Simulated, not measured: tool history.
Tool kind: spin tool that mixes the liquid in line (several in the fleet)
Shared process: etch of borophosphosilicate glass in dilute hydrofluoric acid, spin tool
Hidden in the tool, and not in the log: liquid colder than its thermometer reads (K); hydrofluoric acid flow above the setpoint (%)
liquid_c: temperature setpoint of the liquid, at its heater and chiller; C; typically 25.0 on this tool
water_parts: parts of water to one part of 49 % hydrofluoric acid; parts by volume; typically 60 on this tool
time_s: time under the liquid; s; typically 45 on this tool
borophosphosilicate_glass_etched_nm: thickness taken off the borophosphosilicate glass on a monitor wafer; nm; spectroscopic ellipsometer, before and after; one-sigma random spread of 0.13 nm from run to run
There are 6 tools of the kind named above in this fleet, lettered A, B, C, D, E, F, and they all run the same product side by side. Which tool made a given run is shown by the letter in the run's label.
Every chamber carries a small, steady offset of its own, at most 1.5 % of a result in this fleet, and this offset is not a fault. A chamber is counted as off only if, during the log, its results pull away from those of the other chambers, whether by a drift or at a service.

run	hour	liquid_c	water_parts	time_s	hours since the thermometer was replaced	hours since the hydrofluoric acid flow meter was replaced	read-back film thickness of the borophosphosilicate glass reference wafer, read on the same gauge (nm)	borophosphosilicate_glass_etched_nm
1D	11.8	25.0	60	45	649.3	871.3	60.020	35.311
# hour 16.0: chamber A: hydrofluoric acid flow meter replaced
2C	18.7	25.0	60	45	1386.0	882.6	59.974	35.736
3F	24.0	25.0	60	45	1330.8	1205.2	59.991	35.024
4E	32.1	25.0	60	45	1110.8	798.9	60.007	35.420
5A	41.7	25.0	60	45	872.9	25.7	59.995	35.283
6B	50.1	25.0	60	45	478.7	660.1	59.994	35.280
7C	57.7	25.0	60	45	1425.0	921.6	59.990	35.778
8A	63.6	25.0	60	45	894.8	47.6	60.052	35.202
9E	75.5	25.0	60	45	1154.2	842.3	59.977	35.666
10F	81.9	25.0	60	45	1388.7	1263.1	59.986	34.644
11D	87.5	25.0	60	45	725.0	947.0	60.049	35.550
12B	95.0	25.0	60	45	523.6	705.0	60.003	35.195
13E	101.4	25.0	60	45	1180.1	868.2	59.983	35.650
14C	112.0	25.0	60	45	1479.3	975.9	60.017	35.674
15D	122.3	25.0	60	45	759.8	981.8	60.007	35.391
16F	133.6	25.0	60	45	1440.4	1314.8	60.010	34.780
17B	139.7	25.0	60	45	568.3	749.7	59.968	35.451
18A	147.1	25.0	60	45	978.3	131.1	60.000	35.011
19B	157.3	25.0	60	45	585.9	767.3	60.001	35.312
20E	165.2	25.0	60	45	1243.9	932.0	59.996	35.634
21C	172.6	27.5	60	65	1539.9	1036.5	60.005	57.168
22D	178.6	27.5	60	65	816.1	1038.1	60.017	56.396
23A	190.0	27.5	60	65	1021.2	174.0	59.995	56.426
24F	200.9	27.5	60	65	1507.7	1382.1	59.990	55.421
25C	210.5	27.5	60	65	1577.8	1074.4	60.002	57.542
26A	215.9	27.5	60	65	1047.1	199.9	59.994	56.275
27D	225.7	25.0	60	45	863.2	1085.2	59.996	35.535
28E	235.0	25.0	60	45	1313.7	1001.8	59.981	35.738
# hour 242.3: chamber D: thermometer replaced
29F	244.0	25.0	60	45	1550.8	1425.2	60.019	34.778
30B	251.3	25.0	60	45	679.9	861.3	59.997	35.395
31B	261.8	25.0	60	45	690.4	871.8	59.998	35.311
32F	269.4	25.0	60	45	1576.2	1450.6	60.001	34.650
33D	278.3	25.0	60	45	36.0	1137.8	59.982	35.321
34A	289.2	25.0	60	45	1120.4	273.2	60.006	35.396
35E	296.2	25.0	60	45	1374.9	1063.0	60.040	35.634
36C	301.9	25.0	60	45	1669.2	1165.8	60.014	35.741
37D	311.8	25.0	60	45	69.5	1171.3	59.963	35.242
38C	317.5	25.0	35	55	1684.8	1181.4	59.972	78.849

One chamber off, gauge drift, or nothing amiss beyond the chambers' own small offsets? If it is a chamber, which one, and what is the likeliest cause?

All chambers stay in line apart from their small fixed offsets, and the gauge does not drift.
